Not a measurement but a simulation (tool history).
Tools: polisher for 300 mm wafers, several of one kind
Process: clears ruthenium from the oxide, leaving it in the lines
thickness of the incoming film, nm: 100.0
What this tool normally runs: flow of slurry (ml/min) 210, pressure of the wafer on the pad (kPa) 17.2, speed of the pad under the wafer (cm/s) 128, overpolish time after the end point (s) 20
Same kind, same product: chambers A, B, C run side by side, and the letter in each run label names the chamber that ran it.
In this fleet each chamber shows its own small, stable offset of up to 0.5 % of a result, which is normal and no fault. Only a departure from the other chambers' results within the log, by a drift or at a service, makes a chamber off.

run,hour,flow of slurry (ml/min),pressure of the wafer on the pad (kPa),speed of the pad under the wafer (cm/s),overpolish time after the end point (s),time until the end point was called (s)
1C,3.7,210,17.2,128,20,47.758
2B,7.3,210,17.2,128,20,47.597
3A,12.1,210,17.2,128,20,47.969
4A,17.6,210,17.2,128,20,49.934
# hour 21.7: chamber A: worn pad replaced by a new one
5C,24.2,210,17.2,128,20,48.275
6B,27.8,210,17.2,128,20,48.152
7B,30.9,210,17.2,128,20,48.219
# hour 33.6: chamber A: head pressure recalibrated
8A,33.8,210,17.2,128,20,48.965
9C,38.7,210,17.2,128,20,48.541
# hour 39.1: chamber B: worn pad replaced by a new one
10C,43.7,135,12.4,128,20,71.475
11A,47,135,12.4,128,20,73.014
12B,51.5,135,12.4,128,20,71.501
13B,55.6,210,17.2,128,20,47.852
14A,61.1,210,17.2,128,20,47.918
15C,65.8,210,17.2,128,20,47.707
# hour 68.7: chamber B: slurry nozzle cleaned
16C,71.7,210,17.2,128,20,48.016
17A,74.7,210,17.2,128,20,48.819
18B,78.2,210,17.2,128,20,49.053
19C,83.5,210,17.2,92,20,69.34
20B,89.3,210,17.2,92,20,65.592
# hour 92.2: chamber C: slurry nozzle cleaned
21A,94.9,210,17.2,92,20,67.164
# hour 96.2: chamber C: worn pad replaced by a new one
22A,98.7,140,17.2,128,20,52.165
# hour 104.4: chamber B: worn pad replaced by a new one
23B,104.5,140,17.2,128,20,50.921
24C,110.6,140,17.2,128,20,51.896
25B,113.7,210,17.2,128,20,49.043
26C,117.2,210,17.2,128,20,48.923
27A,120.2,210,17.2,128,20,48.151
28C,124.3,210,17.2,102,15,60.86

Predict what each chamber gives when all 3 of them run the settings below next.
29A,129.1,210,17.2,128,20,?
29B,129.1,210,17.2,128,20,?
29C,129.1,210,17.2,128,20,?

run,time until the end point was called (s)
29A,48.208
29B,48.307
29C,47.832

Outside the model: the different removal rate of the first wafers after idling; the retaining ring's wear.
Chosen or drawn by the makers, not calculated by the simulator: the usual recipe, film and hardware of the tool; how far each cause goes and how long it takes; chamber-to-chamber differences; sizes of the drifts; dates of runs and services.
